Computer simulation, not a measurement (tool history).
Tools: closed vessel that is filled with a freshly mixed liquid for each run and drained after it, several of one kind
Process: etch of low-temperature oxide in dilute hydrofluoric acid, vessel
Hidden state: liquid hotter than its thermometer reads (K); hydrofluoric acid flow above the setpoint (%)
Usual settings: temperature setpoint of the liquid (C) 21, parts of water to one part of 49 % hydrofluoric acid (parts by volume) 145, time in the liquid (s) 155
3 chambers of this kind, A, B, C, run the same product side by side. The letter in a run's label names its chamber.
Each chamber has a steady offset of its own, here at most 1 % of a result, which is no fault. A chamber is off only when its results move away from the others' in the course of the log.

run   hour  temperature setpoint of the liquid (C)  parts of water to one part of 49 % hydrofluoric acid (parts by volume)  time in the liquid (s)  hours since the thermometer was replaced  hours since the hydrofluoric acid flow meter was replaced  read-back film thickness of the low-temperature oxide reference wafer, read on the same gauge (nm)  thickness taken off the low-temperature oxide on a monitor wafer (nm)
 1C   12.2                                      21                                                                     145                     155                                       638                                                      635.2                                                                                                 100                                                                 26.631
 2A   21.3                                      21                                                                     145                     155                                      1536                                                      535.2                                                                                              99.982                                                                 27.155
 3B   32.4                                      21                                                                     145                     155                                     416.7                                                      622.3                                                                                              99.994                                                                 26.869
 4B   44.1                                      21                                                                     145                     155                                     428.4                                                        634                                                                                              100.03                                                                 27.016
 5A   53.6                                      21                                                                     145                     155                                    1568.3                                                      567.5                                                                                              99.982                                                                 27.129
 6C   63.8                                      21                                                                     145                     155                                     689.6                                                      686.8                                                                                              99.987                                                                 26.669
 7A   75.4                                      21                                                                     145                     155                                    1590.1                                                      589.3                                                                                              99.963                                                                 27.224
 8B   81.8                                      21                                                                     145                     155                                     466.1                                                      671.7                                                                                               99.98                                                                 27.041
 9C   87.3                                      21                                                                     145                     155                                     713.1                                                      710.3                                                                                              99.971                                                                 26.717
10A   94.7                                      21                                                                     145                     155                                    1609.4                                                      608.6                                                                                              100.01                                                                 27.036
11B  101.8                                      21                                                                     145                     155                                     486.1                                                      691.7                                                                                              99.976                                                                 27.241
12C  108.5                                      21                                                                     145                     155                                     734.3                                                      731.5                                                                                              100.05                                                                 26.826
13A  115.6                                      21                                                                     145                     155                                    1630.3                                                      629.5                                                                                              99.982                                                                 27.168
14C  126.9                                      21                                                                     145                     155                                     752.7                                                      749.9                                                                                              99.986                                                                 26.712
15B  135.9                                      21                                                                     145                     155                                     520.2                                                      725.8                                                                                              99.971                                                                  27.23
16B  142.8                                      21                                                                     145                     155                                     527.1                                                      732.7                                                                                              99.995                                                                 27.405
17C  148.3                                      21                                                                     145                     155                                     774.1                                                      771.3                                                                                              99.993                                                                 26.535
18A  154.8                                    24.5                                                                     145                     235                                    1669.5                                                      668.7                                                                                                 100                                                                 47.116
19B  164.2                                    24.5                                                                     145                     235                                     548.5                                                      754.1                                                                                              99.987                                                                 47.293
20A  169.7                                    24.5                                                                     145                     235                                    1684.4                                                      683.6                                                                                              99.993                                                                 46.962
21C    176                                      17                                                                     210                     155                                     801.8                                                        799                                                                                              100.01                                                                 14.623
22A  183.5                                      17                                                                     210                     155                                    1698.2                                                      697.4                                                                                              99.988                                                                 14.974
23B  191.2                                      17                                                                     210                     155                                     575.5                                                      781.1                                                                                              99.974                                                                 14.998
24C  202.1                                      21                                                                     145                     155                                     827.9                                                      825.1                                                                                              99.989                                                                 26.728
25A    210                                      21                                                                     145                     155                                    1724.7                                                      723.9                                                                                              99.989                                                                 27.129
26C    218                                      21                                                                     145                     155                                     843.8                                                        841                                                                                              100.01                                                                 26.883
27B  228.9                                      21                                                                     145                     155                                     613.2                                                      818.8                                                                                              99.979                                                                 27.319
28C  237.1                                      21                                                                     145                     155                                     862.9                                                      860.1                                                                                              100.03                                                                 26.544
29A  249.2                                      21                                                                     145                     155                                    1763.9                                                      763.1                                                                                              100.01                                                                 27.181
30B    261                                      21                                                                     145                     155                                     645.3                                                      850.9                                                                                              100.01                                                                 27.341
31A  270.3                                      21                                                                     145                     155                                      1785                                                      784.2                                                                                              100.02                                                                 27.285
32C  282.1                                      21                                                                     145                     155                                     907.9                                                      905.1                                                                                              99.995                                                                 26.671

Is one chamber off against the others, does the gauge drift, or is nothing wrong? If a chamber is off, say which, and what the likeliest cause is.

Chamber B drifts away from the others.
Cause: liquid hotter than its thermometer reads (K) = 0.444.
The log may not tell that from: hydrofluoric acid flow above the setpoint (%).

Here are 4 candidates for chamber B's next run, each the usual settings with a change, their results left as question marks. Which one brings its results back in line with what the others give on the usual settings?
In line means no further than this from the other chambers' mean on the usual settings: thickness taken off the low-temperature oxide on a monitor wafer (nm) 0.32
33B-1  290.8                                      21                                                                     140                     155                                                                                                                                                                                                                                                                               ?
33B-2  290.8                                    20.5                                                                     145                     155                                                                                                                                                                                                                                                                               ?
33B-3  290.8                                    21.5                                                                     145                     155                                                                                                                                                                                                                                                                               ?
33B-4  290.8                                      21                                                                     150                     155                                                                                                                                                                                                                                                                               ?

The other chambers' mean on the usual settings: thickness taken off the low-temperature oxide on a monitor wafer (nm) 26.899
  run  thickness taken off the low-temperature oxide on a monitor wafer (nm)
33B-1                                                                 28.604
33B-2                                                                 26.927
33B-3                                                                 27.997
33B-4                                                                  26.38
33B-2 brings the chamber back in line.

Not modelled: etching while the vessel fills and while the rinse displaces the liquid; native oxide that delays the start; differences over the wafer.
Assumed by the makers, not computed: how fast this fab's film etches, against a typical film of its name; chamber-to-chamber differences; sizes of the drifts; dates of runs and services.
